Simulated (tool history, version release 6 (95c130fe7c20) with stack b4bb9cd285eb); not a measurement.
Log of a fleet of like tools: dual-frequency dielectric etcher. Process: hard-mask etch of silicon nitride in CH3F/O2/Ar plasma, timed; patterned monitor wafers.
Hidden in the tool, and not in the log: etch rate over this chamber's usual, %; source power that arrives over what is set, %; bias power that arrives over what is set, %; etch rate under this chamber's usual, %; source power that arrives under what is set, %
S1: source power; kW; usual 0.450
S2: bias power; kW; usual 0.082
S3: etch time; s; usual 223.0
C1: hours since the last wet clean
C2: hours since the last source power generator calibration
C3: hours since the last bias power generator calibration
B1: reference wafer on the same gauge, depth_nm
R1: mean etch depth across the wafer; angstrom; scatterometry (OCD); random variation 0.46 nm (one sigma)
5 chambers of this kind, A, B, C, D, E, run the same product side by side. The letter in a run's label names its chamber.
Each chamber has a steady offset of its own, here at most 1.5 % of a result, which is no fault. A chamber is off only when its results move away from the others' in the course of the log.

| run | hour | S1 | S2 | S3 | C1 | C2 | C3 | B1 | R1 |
|---|---|---|---|---|---|---|---|---|---|
| 1B | 9.2 | 0.450 | 0.082 | 223.0 | 648.2 | 582.7 | 866.4 | 139.00 | 1724.8 |
| 2E | 16.0 | 0.450 | 0.082 | 223.0 | 277.9 | 2743.1 | 2343.6 | 138.93 | 1716.5 |
|  | 24.9 | chamber B: wet clean of the chamber |
| 3C | 25.8 | 0.450 | 0.082 | 223.0 | 316.5 | 1192.5 | 1866.2 | 139.05 | 1704.8 |
| 4A | 32.6 | 0.450 | 0.082 | 223.0 | 54.5 | 761.0 | 1121.7 | 139.02 | 1716.9 |
| 5D | 39.2 | 0.450 | 0.082 | 223.0 | 339.3 | 2293.3 | 1691.0 | 138.95 | 1733.5 |
| 6A | 47.5 | 0.450 | 0.068 | 194.5 | 69.4 | 775.9 | 1136.6 | 139.02 | 1397.8 |
| 7B | 52.7 | 0.450 | 0.068 | 194.5 | 27.9 | 626.2 | 909.9 | 139.03 | 1404.1 |
| 8D | 59.1 | 0.450 | 0.068 | 194.5 | 359.2 | 2313.2 | 1710.9 | 138.97 | 1408.2 |
| 9E | 66.5 | 0.450 | 0.068 | 194.5 | 328.4 | 2793.6 | 2394.1 | 138.94 | 1407.0 |
| 10C | 74.9 | 0.450 | 0.068 | 194.5 | 365.6 | 1241.6 | 1915.3 | 139.03 | 1395.0 |
| 11C | 81.5 | 0.450 | 0.082 | 223.0 | 372.2 | 1248.2 | 1921.9 | 139.16 | 1703.7 |
| 12B | 88.7 | 0.450 | 0.082 | 223.0 | 63.9 | 662.2 | 945.9 | 139.12 | 1723.1 |
| 13E | 94.6 | 0.450 | 0.082 | 223.0 | 356.5 | 2821.7 | 2422.2 | 139.01 | 1722.0 |
|  | 95.6 | chamber D: bias power generator calibrated |
| 14D | 102.6 | 0.450 | 0.082 | 223.0 | 402.7 | 2356.7 | 7.0 | 139.01 | 1719.9 |
|  | 112.1 | chamber C: wet clean of the chamber |
| 15A | 112.3 | 0.450 | 0.082 | 223.0 | 134.2 | 840.7 | 1201.4 | 139.03 | 1711.2 |
| 16D | 118.6 | 0.450 | 0.082 | 223.0 | 418.7 | 2372.7 | 23.0 | 139.03 | 1728.3 |
| 17B | 123.7 | 0.450 | 0.082 | 223.0 | 98.9 | 697.2 | 980.9 | 138.89 | 1726.0 |
| 18C | 128.2 | 0.450 | 0.082 | 223.0 | 16.2 | 1294.9 | 1968.6 | 138.99 | 1707.2 |
|  | 128.6 | chamber E: wet clean of the chamber |
| 19A | 134.3 | 0.450 | 0.082 | 223.0 | 156.2 | 862.7 | 1223.4 | 138.97 | 1704.8 |
| 20E | 140.2 | 0.450 | 0.082 | 223.0 | 11.7 | 2867.3 | 2467.8 | 139.04 | 1688.1 |
| 21C | 148.4 | 0.450 | 0.082 | 223.0 | 36.4 | 1315.1 | 1988.8 | 138.97 | 1714.1 |
| 22D | 157.0 | 0.450 | 0.082 | 223.0 | 457.1 | 2411.1 | 61.4 | 139.04 | 1725.7 |
| 23E | 163.2 | 0.540 | 0.082 | 223.0 | 34.7 | 2890.3 | 2490.8 | 139.09 | 1798.5 |
| 24A | 167.7 | 0.540 | 0.082 | 223.0 | 189.6 | 896.1 | 1256.8 | 139.05 | 1827.4 |
| 25B | 174.9 | 0.540 | 0.082 | 223.0 | 150.1 | 748.4 | 1032.1 | 138.94 | 1836.3 |
| 26E | 179.5 | 0.540 | 0.082 | 223.0 | 51.0 | 2906.6 | 2507.1 | 139.05 | 1806.5 |
| 27A | 189.3 | 0.540 | 0.082 | 223.0 | 211.2 | 917.7 | 1278.4 | 139.01 | 1838.5 |
| 28C | 198.7 | 0.530 | 0.082 | 223.0 | 86.7 | 1365.4 | 2039.1 | 139.13 | 1818.4 |
| 29B | 203.6 | 0.530 | 0.082 | 223.0 | 178.8 | 777.1 | 1060.8 | 139.02 | 1831.4 |
| 30D | 208.8 | 0.530 | 0.082 | 223.0 | 508.9 | 2462.9 | 113.2 | 138.99 | 1833.2 |
| 31B | 214.7 | 0.530 | 0.082 | 223.0 | 189.9 | 788.2 | 1071.9 | 138.95 | 1829.0 |
| 32A | 223.0 | 0.530 | 0.082 | 223.0 | 244.9 | 951.4 | 1312.1 | 139.02 | 1816.2 |
| 33C | 230.8 | 0.450 | 0.082 | 223.0 | 118.8 | 1397.5 | 2071.2 | 138.92 | 1709.6 |
| 34E | 236.7 | 0.450 | 0.082 | 223.0 | 108.2 | 2963.8 | 2564.3 | 138.97 | 1679.3 |
| 35D | 241.7 | 0.450 | 0.082 | 223.0 | 541.8 | 2495.8 | 146.1 | 138.92 | 1726.0 |
| 36D | 250.8 | 0.450 | 0.082 | 223.0 | 550.9 | 2504.9 | 155.2 | 138.96 | 1732.5 |
| 37E | 257.8 | 0.450 | 0.082 | 223.0 | 129.3 | 2984.9 | 2585.4 | 139.00 | 1681.5 |

Is one chamber off against the others, does the gauge drift, or is nothing wrong? If a chamber is off, say which, and what the likeliest cause is.

A service left chamber E off against the others.
Cause: etch rate under this chamber's usual, % = 2.11.

Here are 4 candidates for chamber E's next run, each the usual settings with a change, their results left as question marks. Which one brings its results back in line with what the others give on the usual settings?
In line means no further than this from the other chambers' mean on the usual settings: R1 16.0 angstrom
| 38E-1 | 265.0 | 0.450 | 0.082 | 219.0 |  |  |  |  | ? |
| 38E-2 | 265.0 | 0.450 | 0.087 | 223.0 |  |  |  |  | ? |
| 38E-3 | 265.0 | 0.450 | 0.081 | 223.0 |  |  |  |  | ? |
| 38E-4 | 265.0 | 0.450 | 0.082 | 224.0 |  |  |  |  | ? |

The other chambers' mean on the usual settings: R1 1715.1 angstrom
| run | R1 |
|---|---|
| 38E-1 | 1649.1 |
| 38E-2 | 1715.0 |
| 38E-3 | 1671.9 |
| 38E-4 | 1686.7 |
38E-2 brings the chamber back in line.
